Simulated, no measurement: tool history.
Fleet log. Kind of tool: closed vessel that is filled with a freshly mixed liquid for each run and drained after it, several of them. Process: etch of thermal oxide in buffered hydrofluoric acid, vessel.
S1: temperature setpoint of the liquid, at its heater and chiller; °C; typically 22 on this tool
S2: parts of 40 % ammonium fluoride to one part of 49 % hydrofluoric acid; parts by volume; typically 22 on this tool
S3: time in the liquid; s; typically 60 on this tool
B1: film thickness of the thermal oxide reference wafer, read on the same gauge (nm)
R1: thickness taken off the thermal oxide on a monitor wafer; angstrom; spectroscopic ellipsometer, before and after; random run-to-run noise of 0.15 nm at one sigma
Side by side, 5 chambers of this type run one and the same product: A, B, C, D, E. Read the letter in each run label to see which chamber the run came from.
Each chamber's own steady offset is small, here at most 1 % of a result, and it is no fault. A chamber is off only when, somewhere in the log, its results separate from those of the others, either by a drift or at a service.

run   hour  S1  S2  S3      B1      R1
 1D    3.9  22  22  60  80.001  292.29
 2A    9.4  22  22  60  80.013  289.33
 3C   15.7  22  22  60  79.981  290.81
 4B   23.6  22  22  60  79.982  289.39
 5E   28.9  22  22  60  80.024  291.14
 6C   35.9  22  22  60  80.028  289.70
 7A   42.8  22  22  60  79.977  292.96
 8E   48.9  22  22  60  79.979  292.74
 9B   56.0  22  22  60  80.023  292.49
10D   60.3  22  22  60  80.001  289.17
11A   65.2  22  22  60  80.001  292.53
12D   69.2  22  22  60  80.002  292.93
13E   76.3  22  22  60  79.975  292.15
14C   84.3  22  22  60  79.980  290.64
15B   91.8  22  22  60  80.010  293.75
16D   97.3  22  22  60  79.980  292.26
17C  102.2  22  22  60  79.987  292.56
18A  107.1  18  22  45  80.019  173.92
19B  115.6  18  22  45  80.024  176.71
20E  124.1  18  22  45  80.016  174.10
21A  130.7  18  22  45  79.961  173.26
22E  136.1  18  22  45  80.038  174.21
23C  140.6  22  22  60  80.005  290.46
24B  147.7  22  22  60  79.982  293.88
25D  151.7  22  22  60  79.992  290.08
26B  159.2  22  22  60  80.006  291.39
27A  166.4  22  22  45  80.000  217.78
28E  170.4  22  22  45  80.020  216.50
29D  175.6  22  22  45  79.978  219.77
30C  181.1  22  22  45  80.019  219.53
31C  189.1  22  22  45  80.014  218.14
32D  195.4  22  22  60  80.013  292.55
33A  203.6  22  22  60  79.971  291.78
34E  210.1  22  22  60  79.988  288.14
35B  218.2  26  30  60  79.988  293.74
     219.8  -- chamber B: thermometer replaced
36A  223.1  26  30  60  79.989  293.03
37D  231.4  26  30  60  80.015  296.25
38E  235.3  26  30  60  80.000  293.54
39B  242.8  26  30  60  79.997  291.62

Is one chamber out of step, is the gauge drifting, or do the chambers differ by no more than their own small offsets? For an off chamber, give its letter and the likeliest cause.

The fleet is healthy, with each chamber sitting at its usual small offset and no drift in the gauge.

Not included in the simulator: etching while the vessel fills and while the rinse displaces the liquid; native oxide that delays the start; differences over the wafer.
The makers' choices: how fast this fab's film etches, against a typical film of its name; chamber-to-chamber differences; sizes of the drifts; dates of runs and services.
